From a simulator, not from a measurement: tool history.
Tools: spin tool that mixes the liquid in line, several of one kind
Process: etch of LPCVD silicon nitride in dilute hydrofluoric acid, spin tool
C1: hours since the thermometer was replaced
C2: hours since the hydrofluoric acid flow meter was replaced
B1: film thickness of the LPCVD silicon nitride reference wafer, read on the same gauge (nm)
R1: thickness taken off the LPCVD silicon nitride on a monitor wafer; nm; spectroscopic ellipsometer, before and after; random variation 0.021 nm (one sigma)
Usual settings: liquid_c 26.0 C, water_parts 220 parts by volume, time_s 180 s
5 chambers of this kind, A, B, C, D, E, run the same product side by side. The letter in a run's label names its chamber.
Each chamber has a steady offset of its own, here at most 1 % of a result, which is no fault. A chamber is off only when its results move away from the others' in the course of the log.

{"day": 0.146, "done": "chamber B: thermometer replaced"}
{"run": "1D", "day": 0.275, "liquid_c": 26.0, "water_parts": 220, "time_s": 180, "C1": 2704.7, "C2": 1264.2, "B1": 39.98, "R1": 0.41167}
{"run": "2A", "day": 0.446, "liquid_c": 26.0, "water_parts": 220, "time_s": 180, "C1": 203.3, "C2": 864.2, "B1": 39.971, "R1": 0.44367}
{"run": "3B", "day": 0.725, "liquid_c": 26.0, "water_parts": 220, "time_s": 180, "C1": 13.9, "C2": 576.8, "B1": 40.006, "R1": 0.46358}
{"day": 0.904, "done": "chamber E: thermometer replaced"}
{"run": "4E", "day": 1.008, "liquid_c": 26.0, "water_parts": 220, "time_s": 180, "C1": 2.5, "C2": 746.5, "B1": 39.987, "R1": 0.43456}
{"run": "5C", "day": 1.35, "liquid_c": 26.0, "water_parts": 220, "time_s": 180, "C1": 443.8, "C2": 299.9, "B1": 40.01, "R1": 0.49904}
{"run": "6E", "day": 1.721, "liquid_c": 26.0, "water_parts": 220, "time_s": 180, "C1": 19.6, "C2": 763.6, "B1": 39.99, "R1": 0.49207}
{"run": "7D", "day": 1.9, "liquid_c": 26.0, "water_parts": 220, "time_s": 180, "C1": 2743.7, "C2": 1303.2, "B1": 40.036, "R1": 0.42137}
{"run": "8C", "day": 2.229, "liquid_c": 26.0, "water_parts": 220, "time_s": 180, "C1": 464.9, "C2": 321.0, "B1": 40.011, "R1": 0.42966}
{"run": "9B", "day": 2.579, "liquid_c": 26.0, "water_parts": 220, "time_s": 180, "C1": 58.4, "C2": 621.3, "B1": 39.984, "R1": 0.44717}
{"run": "10A", "day": 2.746, "liquid_c": 26.0, "water_parts": 220, "time_s": 180, "C1": 258.5, "C2": 919.4, "B1": 39.997, "R1": 0.45779}
{"run": "11A", "day": 2.933, "liquid_c": 26.0, "water_parts": 220, "time_s": 180, "C1": 263.0, "C2": 923.9, "B1": 39.993, "R1": 0.43897}
{"run": "12E", "day": 3.221, "liquid_c": 26.0, "water_parts": 180, "time_s": 95, "C1": 55.6, "C2": 799.6, "B1": 39.972, "R1": 0.28692}
{"run": "13C", "day": 3.425, "liquid_c": 26.0, "water_parts": 180, "time_s": 95, "C1": 493.6, "C2": 349.7, "B1": 39.991, "R1": 0.28228}
{"run": "14D", "day": 3.738, "liquid_c": 26.0, "water_parts": 180, "time_s": 95, "C1": 2787.8, "C2": 1347.3, "B1": 40.004, "R1": 0.28866}
{"day": 3.896, "done": "chamber D: thermometer replaced"}
{"run": "15B", "day": 4.067, "liquid_c": 26.0, "water_parts": 180, "time_s": 95, "C1": 94.1, "C2": 657.0, "B1": 40.0, "R1": 0.31394}
{"run": "16B", "day": 4.362, "liquid_c": 26.0, "water_parts": 180, "time_s": 95, "C1": 101.2, "C2": 664.1, "B1": 39.988, "R1": 0.28119}
{"run": "17C", "day": 4.558, "liquid_c": 30.5, "water_parts": 220, "time_s": 95, "C1": 520.8, "C2": 376.9, "B1": 40.002, "R1": 0.31099}
{"run": "18A", "day": 4.942, "liquid_c": 30.5, "water_parts": 220, "time_s": 95, "C1": 311.2, "C2": 972.1, "B1": 39.975, "R1": 0.31239}
{"run": "19D", "day": 5.112, "liquid_c": 30.5, "water_parts": 220, "time_s": 95, "C1": 29.3, "C2": 1380.3, "B1": 39.958, "R1": 0.32124}
{"run": "20E", "day": 5.333, "liquid_c": 30.5, "water_parts": 220, "time_s": 95, "C1": 106.3, "C2": 850.3, "B1": 40.015, "R1": 0.31764}
{"run": "21A", "day": 5.688, "liquid_c": 30.5, "water_parts": 220, "time_s": 95, "C1": 329.1, "C2": 990.0, "B1": 40.026, "R1": 0.2804}
{"day": 5.858, "done": "chamber D: hydrofluoric acid flow meter replaced"}
{"run": "22D", "day": 6.008, "liquid_c": 26.0, "water_parts": 220, "time_s": 180, "C1": 50.8, "C2": 3.6, "B1": 40.016, "R1": 0.48254}
{"run": "23C", "day": 6.362, "liquid_c": 26.0, "water_parts": 115, "time_s": 180, "C1": 564.1, "C2": 420.2, "B1": 40.038, "R1": 0.86806}
{"run": "24E", "day": 6.688, "liquid_c": 26.0, "water_parts": 115, "time_s": 180, "C1": 138.8, "C2": 882.8, "B1": 39.977, "R1": 0.84798}
{"run": "25B", "day": 6.979, "liquid_c": 26.0, "water_parts": 115, "time_s": 180, "C1": 164.0, "C2": 726.9, "B1": 40.031, "R1": 0.88978}
{"run": "26E", "day": 7.304, "liquid_c": 26.0, "water_parts": 115, "time_s": 180, "C1": 153.6, "C2": 897.6, "B1": 40.0, "R1": 0.84348}
{"day": 7.388, "done": "chamber A: hydrofluoric acid flow meter replaced"}
{"run": "27D", "day": 7.55, "liquid_c": 26.0, "water_parts": 115, "time_s": 180, "C1": 87.8, "C2": 40.6, "B1": 40.014, "R1": 0.78885}
{"run": "28B", "day": 7.804, "liquid_c": 26.0, "water_parts": 220, "time_s": 180, "C1": 183.8, "C2": 746.7, "B1": 40.018, "R1": 0.44995}
{"run": "29C", "day": 8.175, "liquid_c": 26.0, "water_parts": 115, "time_s": 275, "C1": 607.6, "C2": 463.7, "B1": 40.029, "R1": 1.4703}
{"run": "30A", "day": 8.358, "liquid_c": 26.0, "water_parts": 115, "time_s": 275, "C1": 393.2, "C2": 23.4, "B1": 40.005, "R1": 1.327}
{"run": "31B", "day": 8.671, "liquid_c": 26.0, "water_parts": 115, "time_s": 275, "C1": 204.6, "C2": 767.5, "B1": 40.011, "R1": 1.2567}
{"run": "32A", "day": 8.929, "liquid_c": 26.0, "water_parts": 115, "time_s": 275, "C1": 406.9, "C2": 37.1, "B1": 39.998, "R1": 1.4045}
{"run": "33E", "day": 9.296, "liquid_c": 26.0, "water_parts": 115, "time_s": 275, "C1": 201.4, "C2": 945.4, "B1": 39.977, "R1": 1.2882}
{"run": "34C", "day": 9.5, "liquid_c": 26.0, "water_parts": 220, "time_s": 180, "C1": 639.4, "C2": 495.5, "B1": 39.989, "R1": 0.46193}
{"run": "35D", "day": 9.754, "liquid_c": 26.0, "water_parts": 220, "time_s": 180, "C1": 140.7, "C2": 93.5, "B1": 40.011, "R1": 0.43293}
{"run": "36A", "day": 9.938, "liquid_c": 26.0, "water_parts": 220, "time_s": 180, "C1": 431.1, "C2": 61.3, "B1": 40.002, "R1": 0.47109}
{"run": "37B", "day": 10.108, "liquid_c": 26.0, "water_parts": 220, "time_s": 180, "C1": 239.1, "C2": 802.0, "B1": 39.976, "R1": 0.50439}
{"run": "38D", "day": 10.325, "liquid_c": 26.0, "water_parts": 220, "time_s": 180, "C1": 154.4, "C2": 107.2, "B1": 40.05, "R1": 0.47518}
{"run": "39C", "day": 10.571, "liquid_c": 26.0, "water_parts": 220, "time_s": 180, "C1": 665.1, "C2": 521.2, "B1": 39.976, "R1": 0.42482}
{"run": "40E", "day": 10.779, "liquid_c": 26.0, "water_parts": 325, "time_s": 90, "C1": 237.0, "C2": 981.0, "B1": 40.004, "R1": 0.16621}
{"run": "41B", "day": 11.1, "liquid_c": 26.0, "water_parts": 325, "time_s": 90, "C1": 262.9, "C2": 825.8, "B1": 39.98, "R1": 0.16762}
{"run": "42A", "day": 11.454, "liquid_c": 26.0, "water_parts": 325, "time_s": 90, "C1": 467.5, "C2": 97.7, "B1": 40.01, "R1": 0.14237}

Is one chamber off against the others, does the gauge drift, or is nothing wrong? If a chamber is off, say which, and what the likeliest cause is.

No chamber stands off beyond its own small offset, and the gauge holds steady.
